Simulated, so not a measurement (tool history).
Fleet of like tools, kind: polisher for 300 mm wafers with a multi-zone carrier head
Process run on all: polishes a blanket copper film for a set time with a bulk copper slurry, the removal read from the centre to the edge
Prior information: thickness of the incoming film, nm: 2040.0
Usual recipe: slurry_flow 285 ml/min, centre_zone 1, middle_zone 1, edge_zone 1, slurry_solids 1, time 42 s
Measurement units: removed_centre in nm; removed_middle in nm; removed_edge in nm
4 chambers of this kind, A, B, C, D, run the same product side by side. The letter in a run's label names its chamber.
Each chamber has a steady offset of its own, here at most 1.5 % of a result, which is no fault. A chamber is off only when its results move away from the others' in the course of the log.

run     day  slurry_flow  centre_zone  middle_zone  edge_zone  slurry_solids  time  wafers polished on this pad  hours since the slurry nozzle was cleaned  hours since the centre zone pressure was calibrated  hours since the edge zone pressure was calibrated  removed_centre  removed_middle  removed_edge
      0.238  -- chamber D: worn pad replaced by a new one
 1C   0.471          285            1            1          1              1    42                          529                                        293                                               1311.4                                              367.6          548.96          527.21        540.44
 2A   0.888          285            1            1          1              1    42                          402                                       77.9                                                577.8                                              699.8          536.08           543.6        545.92
 3D   1.433          285            1            1          1              1    42                          242                                      205.6                                                965.9                                              610.2           520.9          528.79        529.12
 4B    1.95          285            1            1          1              1    42                          963                                      531.4                                                293.7                                              159.2           544.2          536.19        539.74
      2.371  -- chamber B: worn pad replaced by a new one
 5B   2.417          285            1            1          1              1    42                            9                                      542.6                                                304.9                                              170.4          535.64          522.08        544.85
 6D   2.867          285            1            1          1              1    42                          531                                        240                                               1000.3                                              644.6          535.47             539        527.93
 7C    3.15          285            1            1          1              1    42                         1070                                      357.3                                               1375.7                                              431.9          539.79          535.96        528.92
      3.158  -- chamber D: slurry nozzle cleaned
      3.288  -- chamber C: centre zone pressure recalibrated
 8A   3.417          285            1         0.96          1            0.9    42                          913                                      138.6                                                638.5                                              760.5          520.34          501.41        519.94
 9C   3.738          285            1         0.96          1            0.9    42                         1189                                      371.4                                                 10.8                                                446          517.65          487.64        518.18
10B   4.021          285            1         0.96          1            0.9    42                          333                                      581.1                                                343.4                                              208.9          531.88          504.32        529.95
      4.554  -- chamber D: centre zone pressure recalibrated
11A   4.567          285            1         0.96          1            0.9    42                         1146                                      166.2                                                666.1                                              788.1           509.5          496.42        530.43
      4.896  -- chamber A: worn pad replaced by a new one
12D     5.1          285            1            1          1              1    42                          983                                       46.6                                                 13.1                                              698.2          521.43          536.87        531.22
13C   5.533          285            1            1          1              1    42                         1552                                      414.5                                                 53.9                                              489.1          532.75          538.79         529.7
      5.542  -- chamber C: slurry nozzle cleaned
       5.65  -- chamber C: worn pad replaced by a new one
14A   5.938          220            1         1.07          1              1    42                          210                                      199.1                                                  699                                                821          519.37          547.38        524.72
15D   6.262          220            1         1.07          1              1    42                         1217                                       74.5                                                   41                                              726.1          521.06          566.09        522.59
16B   6.812          220            1         1.07          1              1    42                          897                                      648.1                                                410.4                                              275.9           511.6          543.07        522.82
      6.821  -- chamber B: worn pad replaced by a new one
      6.888  -- chamber D: worn pad replaced by a new one
17B   7.167          220            1         1.07          1              1    42                           70                                      656.6                                                418.9                                              284.4          513.82          553.12         524.2
18C   7.529          285            1            1          1              1    42                          380                                       47.8                                                101.8                                                537          545.74           531.5        524.46
19A   7.858          285            1            1          1              1    42                          598                                      245.2                                                745.1                                              867.1          535.14          539.95        544.91
20D   8.383          285            1            1          1              1    42                          302                                      125.4                                                 91.9                                                777          525.32          531.77        525.19
21C   8.775          285            1            1          1              1    42                          631                                       77.7                                                131.7                                              566.9          560.21          527.98        526.25
22A   9.096          285            1            1          1              1    42                          848                                      274.9                                                774.8                                              896.8          531.57          533.69        544.78
23D   9.388          285            1            1          1              1    42                          505                                      149.5                                                  116                                              801.1          534.32          534.83        532.09
24B   9.638          285            1            1          1              1    42                          569                                      715.9                                                478.2                                              343.7          524.02          539.14        538.24
25B  10.104          285            1            1          1           1.25    42                          663                                      727.1                                                489.4                                              354.9          563.44          568.29        574.44
     10.192  -- chamber A: worn pad replaced by a new one
26C  10.538          285            1            1          1           1.25    42                          988                                        120                                                  174                                              609.2          556.12          538.06        558.91
27D  10.946          285            1            1          1           1.25    42                          820                                      186.9                                                153.4                                              838.5          553.59          567.17        560.89
28A  11.317          285            1            1          1           1.25    42                          227                                      328.2                                                828.1                                              950.1          550.32          550.63        568.85
29C  11.671          240            1         0.94          1              1    42                         1217                                      147.2                                                201.2                                              636.4          530.31           478.1        529.38
     12.112  -- chamber D: slurry nozzle cleaned
30A  12.238          240            1         0.94          1              1    42                          413                                      350.3                                                850.2                                              972.2           507.9          486.98        531.14
     12.271  -- chamber B: worn pad replaced by a new one
31D  12.796          240            1         0.94          1              1    42                         1194                                       16.4                                                197.8                                              882.9          515.99          505.54        523.45
     13.088  -- chamber D: worn pad replaced by a new one
32B  13.183          240            1         0.94          1              1    42                          184                                        801                                                563.3                                              428.8           515.5          494.53        540.82
     13.425  -- chamber C: worn pad replaced by a new one
33C  13.504          285            1            1          1              1    42                           16                                      191.2                                                245.2                                              680.4          534.59          516.97        531.28
34A    13.9          285            1            1          1              1    42                          749                                      390.2                                                890.1                                             1012.1          538.74          530.71        539.25
     14.321  -- chamber C: edge zone pressure recalibrated
35D  14.396          285            1            1          1              1    42                          264                                       54.8                                                236.2                                              921.3          530.84          542.83        530.65
36B  14.875          285            1            1          1              1    42                          526                                      841.6                                                603.9                                              469.4          546.02          538.08        537.14
37C  15.188          285            1            1          1              1    42                          356                                      231.6                                                285.6                                               20.9          534.92          530.57        537.17
38B  15.558          285            1            1          1              1    42                          664                                        858                                                620.3                                              485.8          535.71          536.85        540.68
39A  15.942          285            1            1          1              1    42                         1162                                      439.2                                                939.1                                             1061.1          532.65           544.2        549.02
40D  16.296          285            1            1          1              1    42                          648                                      100.4                                                281.8                                              966.9          525.53          530.55        527.63

Next, all 4 chambers run the settings below, one line each with question marks for the results. What does each chamber give?
41A  16.704          285            1            1          1              1    28                                                                                                                                                                                               ?               ?             ?
41B  16.704          285            1            1          1              1    28                                                                                                                                                                                               ?               ?             ?
41C  16.704          285            1            1          1              1    28                                                                                                                                                                                               ?               ?             ?
41D  16.704          285            1            1          1              1    28                                                                                                                                                                                               ?               ?             ?

run  removed_centre  removed_middle  removed_edge
41A           357.7          358.63         365.8
41B          363.93          361.37        363.07
41C          358.15          351.16         359.9
41D           356.7          356.18        350.96

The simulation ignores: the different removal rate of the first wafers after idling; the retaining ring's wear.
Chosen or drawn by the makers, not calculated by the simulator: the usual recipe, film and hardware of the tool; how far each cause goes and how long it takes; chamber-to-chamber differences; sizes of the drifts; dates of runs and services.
